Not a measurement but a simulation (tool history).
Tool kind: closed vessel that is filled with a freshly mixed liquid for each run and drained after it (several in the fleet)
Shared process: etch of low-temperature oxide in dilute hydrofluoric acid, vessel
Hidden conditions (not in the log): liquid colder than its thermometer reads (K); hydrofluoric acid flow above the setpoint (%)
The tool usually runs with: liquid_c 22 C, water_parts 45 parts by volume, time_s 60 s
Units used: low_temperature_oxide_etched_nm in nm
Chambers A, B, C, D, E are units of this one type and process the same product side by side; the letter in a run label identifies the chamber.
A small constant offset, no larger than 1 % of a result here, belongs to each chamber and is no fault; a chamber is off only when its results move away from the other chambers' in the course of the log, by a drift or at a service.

run   hour  liquid_c  water_parts  time_s  hours since the thermometer was replaced  hours since the hydrofluoric acid flow meter was replaced  read-back film thickness of the low-temperature oxide reference wafer, read on the same gauge (nm)  low_temperature_oxide_etched_nm
 1B    2.6        22           45      60                                     909.5                                                      877.5                                                                                              39.996                           41.205
 2E    4.6        22           45      60                                    1196.7                                                        239                                                                                              40.021                           41.672
 3A    8.6        22           45      60                                    2008.4                                                     1387.4                                                                                              40.005                           41.601
 4C   11.9        22           45      60                                    1157.4                                                      613.7                                                                                              39.939                           41.527
 5D   15.5        22           45      60                                     229.1                                                      817.8                                                                                              39.943                           41.996
 6C   17.7        22           45      60                                    1163.2                                                      619.5                                                                                              40.024                           41.614
 7E   20.6        22           45      60                                    1212.7                                                        255                                                                                              40.036                           41.672
 8D   22.7        22           45      60                                     236.3                                                        825                                                                                              39.989                            41.69
 9A   25.1        22           45      60                                    2024.9                                                     1403.9                                                                                              39.987                           41.472
10B   27.8        22           45      60                                     934.7                                                      902.7                                                                                               39.99                           41.459
11C     32        22           45      60                                    1177.5                                                      633.8                                                                                              40.051                           41.492
12E   34.7        22           45      60                                    1226.8                                                      269.1                                                                                              40.059                           41.499
13D   38.1        22           35      85                                     251.7                                                      840.4                                                                                              40.002                            76.26
14A   41.2        22           35      85                                      2041                                                       1420                                                                                              39.988                           75.977
15B   43.9        22           35      85                                     950.8                                                      918.8                                                                                              40.007                           76.472
16A   46.5        22           35      85                                    2046.3                                                     1425.3                                                                                              39.994                           76.755
17C   49.2        22           35      85                                    1194.7                                                        651                                                                                              40.022                           75.913
18D   52.7        22           45      60                                     266.3                                                        855                                                                                              40.042                           41.484
19E     57        22           45      60                                    1249.1                                                      291.4                                                                                              40.047                           41.148
20B   60.2        22           45      60                                     967.1                                                      935.1                                                                                              40.018                           41.322
21C   64.3        22           45      60                                    1209.8                                                      666.1                                                                                              39.963                           41.258
22D   68.1        22           45      60                                     281.7                                                      870.4                                                                                              40.029                           41.776
23E   70.2        22           45      60                                    1262.3                                                      304.6                                                                                              39.992                           41.385
24B   74.2        22           45      60                                     981.1                                                      949.1                                                                                              39.993                           41.724
25A   76.8        22           45      60                                    2076.6                                                     1455.6                                                                                              39.978                           41.596
26B   78.9        22           45      60                                     985.8                                                      953.8                                                                                               40.04                           41.426
27A   81.8        22           45      60                                    2081.6                                                     1460.6                                                                                               39.99                           41.613
28D   84.8        22           45      60                                     298.4                                                      887.1                                                                                              39.958                           41.454
      86.6  -- chamber B: thermometer replaced
29C   87.2        22           45      60                                    1232.7                                                        689                                                                                              39.987                           41.395
30E   90.5      26.5           45      60                                    1282.6                                                      324.9                                                                                              40.029                           49.512
31A   93.6      26.5           45      60                                    2093.4                                                     1472.4                                                                                                  40                           49.937
32C   96.3      26.5           45      60                                    1241.8                                                      698.1                                                                                               40.03                           50.095
33E   99.9      26.5           45      60                                      1292                                                      334.3                                                                                              40.039                           49.821
34D  102.7      26.5           45      60                                     316.3                                                        905                                                                                              40.068                           50.581
35B  105.2        22           45      60                                      18.7                                                      980.1                                                                                              39.987                           41.359
36A  108.7        22           45      60                                    2108.5                                                     1487.5                                                                                              39.959                           41.584
37C  112.6        22           45      60                                    1258.1                                                      714.4                                                                                              40.008                           41.218
38E  114.9      18.5           45      40                                      1307                                                      349.3                                                                                              40.034                            23.83
39D  116.9      18.5           45      40                                     330.5                                                      919.2                                                                                              40.007                           23.748

What goes on in this fleet: one chamber off, a drifting gauge, or nothing beyond the chambers' own small offsets? Name the chamber and the cause, if any.

All chambers stay in line apart from their small fixed offsets, and the gauge does not drift.
